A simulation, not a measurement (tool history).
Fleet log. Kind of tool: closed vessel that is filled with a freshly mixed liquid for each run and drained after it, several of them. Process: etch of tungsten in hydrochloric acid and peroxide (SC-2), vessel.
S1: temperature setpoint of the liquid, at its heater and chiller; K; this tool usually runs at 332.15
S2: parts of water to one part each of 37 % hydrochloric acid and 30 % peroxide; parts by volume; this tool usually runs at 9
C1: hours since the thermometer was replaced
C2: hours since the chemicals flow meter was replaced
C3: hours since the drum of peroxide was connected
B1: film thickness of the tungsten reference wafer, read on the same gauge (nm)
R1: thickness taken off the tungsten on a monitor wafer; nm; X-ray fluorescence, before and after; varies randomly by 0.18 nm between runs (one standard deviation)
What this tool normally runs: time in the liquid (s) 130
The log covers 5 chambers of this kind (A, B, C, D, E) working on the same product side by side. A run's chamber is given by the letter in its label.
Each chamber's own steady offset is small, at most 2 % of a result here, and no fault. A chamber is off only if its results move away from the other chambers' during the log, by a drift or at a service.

{"run": "1A", "hour": 7.2, "S1": 332.15, "S2": 9, "time in the liquid (s)": 130, "C1": 2776.9, "C2": 1111.7, "C3": 286.5, "B1": 89.991, "R1": 28.622}
{"run": "2D", "hour": 19.5, "S1": 332.15, "S2": 9, "time in the liquid (s)": 130, "C1": 721, "C2": 509.8, "C3": 386.9, "B1": 90.01, "R1": 28.919}
{"hour": 20.9, "done": "chamber A: thermometer replaced"}
{"run": "3C", "hour": 33.7, "S1": 332.15, "S2": 9, "time in the liquid (s)": 130, "C1": 231.2, "C2": 668, "C3": 990.9, "B1": 89.987, "R1": 28.48}
{"hour": 37.6, "done": "chamber C: new drum of peroxide connected"}
{"run": "4B", "hour": 49.7, "S1": 332.15, "S2": 9, "time in the liquid (s)": 130, "C1": 358.5, "C2": 1204.9, "C3": 486.8, "B1": 90.007, "R1": 28.436}
{"run": "5E", "hour": 64.6, "S1": 332.15, "S2": 9, "time in the liquid (s)": 130, "C1": 2659, "C2": 308.5, "C3": 136.1, "B1": 89.979, "R1": 28.634}
{"hour": 70.4, "done": "chamber B: new drum of peroxide connected"}
{"run": "6C", "hour": 73.0, "S1": 332.15, "S2": 9, "time in the liquid (s)": 130, "C1": 270.5, "C2": 707.3, "C3": 35.4, "B1": 90.003, "R1": 28.549}
{"run": "7D", "hour": 89.0, "S1": 332.15, "S2": 9, "time in the liquid (s)": 130, "C1": 790.5, "C2": 579.3, "C3": 456.4, "B1": 90.02, "R1": 29.498}
{"hour": 90.6, "done": "chamber D: new drum of peroxide connected"}
{"run": "8E", "hour": 103.4, "S1": 332.15, "S2": 9, "time in the liquid (s)": 130, "C1": 2697.8, "C2": 347.3, "C3": 174.9, "B1": 90.022, "R1": 28.146}
{"run": "9A", "hour": 114.5, "S1": 332.15, "S2": 9, "time in the liquid (s)": 200, "C1": 93.7, "C2": 1219, "C3": 393.8, "B1": 90.015, "R1": 44.145}
{"run": "10B", "hour": 123.2, "S1": 332.15, "S2": 9, "time in the liquid (s)": 200, "C1": 432, "C2": 1278.4, "C3": 52.9, "B1": 89.998, "R1": 44.615}
{"run": "11B", "hour": 137.7, "S1": 332.15, "S2": 9, "time in the liquid (s)": 200, "C1": 446.5, "C2": 1292.9, "C3": 67.4, "B1": 89.998, "R1": 44.403}
{"run": "12C", "hour": 152.4, "S1": 332.15, "S2": 9, "time in the liquid (s)": 200, "C1": 349.9, "C2": 786.7, "C3": 114.8, "B1": 90.019, "R1": 44.009}
{"run": "13E", "hour": 166.0, "S1": 332.15, "S2": 9, "time in the liquid (s)": 200, "C1": 2760.4, "C2": 409.9, "C3": 237.5, "B1": 90.014, "R1": 43.762}
{"run": "14D", "hour": 179.5, "S1": 332.15, "S2": 9, "time in the liquid (s)": 130, "C1": 881, "C2": 669.8, "C3": 88.9, "B1": 89.991, "R1": 29.52}
{"run": "15A", "hour": 193.3, "S1": 332.15, "S2": 9, "time in the liquid (s)": 130, "C1": 172.5, "C2": 1297.8, "C3": 472.6, "B1": 89.985, "R1": 28.532}
{"run": "16B", "hour": 203.4, "S1": 332.15, "S2": 9, "time in the liquid (s)": 130, "C1": 512.2, "C2": 1358.6, "C3": 133.1, "B1": 89.99, "R1": 28.823}
{"run": "17A", "hour": 211.0, "S1": 337.15, "S2": 9, "time in the liquid (s)": 130, "C1": 190.2, "C2": 1315.5, "C3": 490.3, "B1": 90.036, "R1": 38.809}
{"run": "18D", "hour": 226.0, "S1": 337.15, "S2": 9, "time in the liquid (s)": 130, "C1": 927.5, "C2": 716.3, "C3": 135.4, "B1": 90.002, "R1": 39.797}
{"run": "19E", "hour": 238.1, "S1": 337.15, "S2": 9, "time in the liquid (s)": 130, "C1": 2832.5, "C2": 482, "C3": 309.6, "B1": 90.012, "R1": 38.441}
{"run": "20C", "hour": 248.7, "S1": 337.15, "S2": 9, "time in the liquid (s)": 130, "C1": 446.2, "C2": 883, "C3": 211.1, "B1": 89.982, "R1": 39.533}
{"run": "21D", "hour": 260.5, "S1": 337.15, "S2": 9, "time in the liquid (s)": 130, "C1": 962, "C2": 750.8, "C3": 169.9, "B1": 90.026, "R1": 39.856}
{"run": "22C", "hour": 275.4, "S1": 332.15, "S2": 9, "time in the liquid (s)": 130, "C1": 472.9, "C2": 909.7, "C3": 237.8, "B1": 89.999, "R1": 28.733}
{"run": "23A", "hour": 287.1, "S1": 332.15, "S2": 9, "time in the liquid (s)": 130, "C1": 266.3, "C2": 1391.6, "C3": 566.4, "B1": 90.014, "R1": 28.8}
{"hour": 299.1, "done": "chamber E: thermometer replaced"}
{"run": "24B", "hour": 300.5, "S1": 332.15, "S2": 9, "time in the liquid (s)": 130, "C1": 609.3, "C2": 1455.7, "C3": 230.2, "B1": 89.985, "R1": 28.889}
{"run": "25E", "hour": 315.3, "S1": 332.15, "S2": 9, "time in the liquid (s)": 130, "C1": 16.2, "C2": 559.2, "C3": 386.8, "B1": 90.023, "R1": 28.388}
{"run": "26B", "hour": 328.1, "S1": 332.15, "S2": 9, "time in the liquid (s)": 130, "C1": 636.9, "C2": 1483.3, "C3": 257.8, "B1": 89.994, "R1": 28.627}
{"run": "27A", "hour": 341.0, "S1": 332.15, "S2": 9, "time in the liquid (s)": 130, "C1": 320.2, "C2": 1445.5, "C3": 620.3, "B1": 90.007, "R1": 28.649}
{"hour": 355.1, "done": "chamber A: new drum of peroxide connected"}
{"run": "28C", "hour": 356.3, "S1": 332.15, "S2": 9, "time in the liquid (s)": 130, "C1": 553.8, "C2": 990.6, "C3": 318.7, "B1": 89.986, "R1": 28.731}
{"run": "29D", "hour": 363.6, "S1": 332.15, "S2": 9, "time in the liquid (s)": 130, "C1": 1065.1, "C2": 853.9, "C3": 273, "B1": 90.033, "R1": 29.066}
{"run": "30E", "hour": 374.2, "S1": 332.15, "S2": 9, "time in the liquid (s)": 130, "C1": 75.1, "C2": 618.1, "C3": 445.7, "B1": 89.98, "R1": 28.543}
{"run": "31E", "hour": 382.9, "S1": 332.15, "S2": 9, "time in the liquid (s)": 130, "C1": 83.8, "C2": 626.8, "C3": 454.4, "B1": 89.989, "R1": 28.521}
{"run": "32A", "hour": 394.7, "S1": 332.15, "S2": 9, "time in the liquid (s)": 130, "C1": 373.9, "C2": 1499.2, "C3": 39.7, "B1": 89.99, "R1": 28.49}
{"run": "33C", "hour": 402.9, "S1": 332.15, "S2": 5.5, "time in the liquid (s)": 95, "C1": 600.4, "C2": 1037.2, "C3": 365.3, "B1": 89.997, "R1": 30.84}
{"run": "34D", "hour": 411.3, "S1": 332.15, "S2": 5.5, "time in the liquid (s)": 95, "C1": 1112.8, "C2": 901.6, "C3": 320.7, "B1": 90.001, "R1": 31.381}
{"run": "35B", "hour": 418.6, "S1": 332.15, "S2": 5.5, "time in the liquid (s)": 95, "C1": 727.4, "C2": 1573.8, "C3": 348.3, "B1": 89.999, "R1": 30.552}
{"run": "36E", "hour": 432.9, "S1": 332.15, "S2": 5.5, "time in the liquid (s)": 95, "C1": 133.8, "C2": 676.8, "C3": 504.4, "B1": 90.006, "R1": 30.339}
{"run": "37C", "hour": 444.8, "S1": 332.15, "S2": 5.5, "time in the liquid (s)": 95, "C1": 642.3, "C2": 1079.1, "C3": 407.2, "B1": 89.967, "R1": 30.517}
{"run": "38B", "hour": 460.8, "S1": 332.15, "S2": 9, "time in the liquid (s)": 130, "C1": 769.6, "C2": 1616, "C3": 390.5, "B1": 90.014, "R1": 28.755}
{"run": "39D", "hour": 473.5, "S1": 332.15, "S2": 9, "time in the liquid (s)": 130, "C1": 1175, "C2": 963.8, "C3": 382.9, "B1": 89.975, "R1": 29.518}
{"run": "40A", "hour": 484.0, "S1": 332.15, "S2": 9, "time in the liquid (s)": 130, "C1": 463.2, "C2": 1588.5, "C3": 129, "B1": 89.984, "R1": 28.699}
{"run": "41D", "hour": 498.4, "S1": 332.15, "S2": 9, "time in the liquid (s)": 130, "C1": 1199.9, "C2": 988.7, "C3": 407.8, "B1": 90.002, "R1": 29.418}
{"run": "42A", "hour": 509.0, "S1": 332.15, "S2": 9, "time in the liquid (s)": 130, "C1": 488.2, "C2": 1613.5, "C3": 154, "B1": 89.998, "R1": 28.479}
{"run": "43E", "hour": 518.2, "S1": 338.65, "S2": 9, "time in the liquid (s)": 160, "C1": 219.1, "C2": 762.1, "C3": 589.7, "B1": 89.992, "R1": 52.012}

Is one chamber out of step, is the gauge drifting, or do the chambers differ by no more than their own small offsets? For an off chamber, give its letter and the likeliest cause.

Beyond each chamber's small constant offset nothing stands out, and the gauge stays steady.
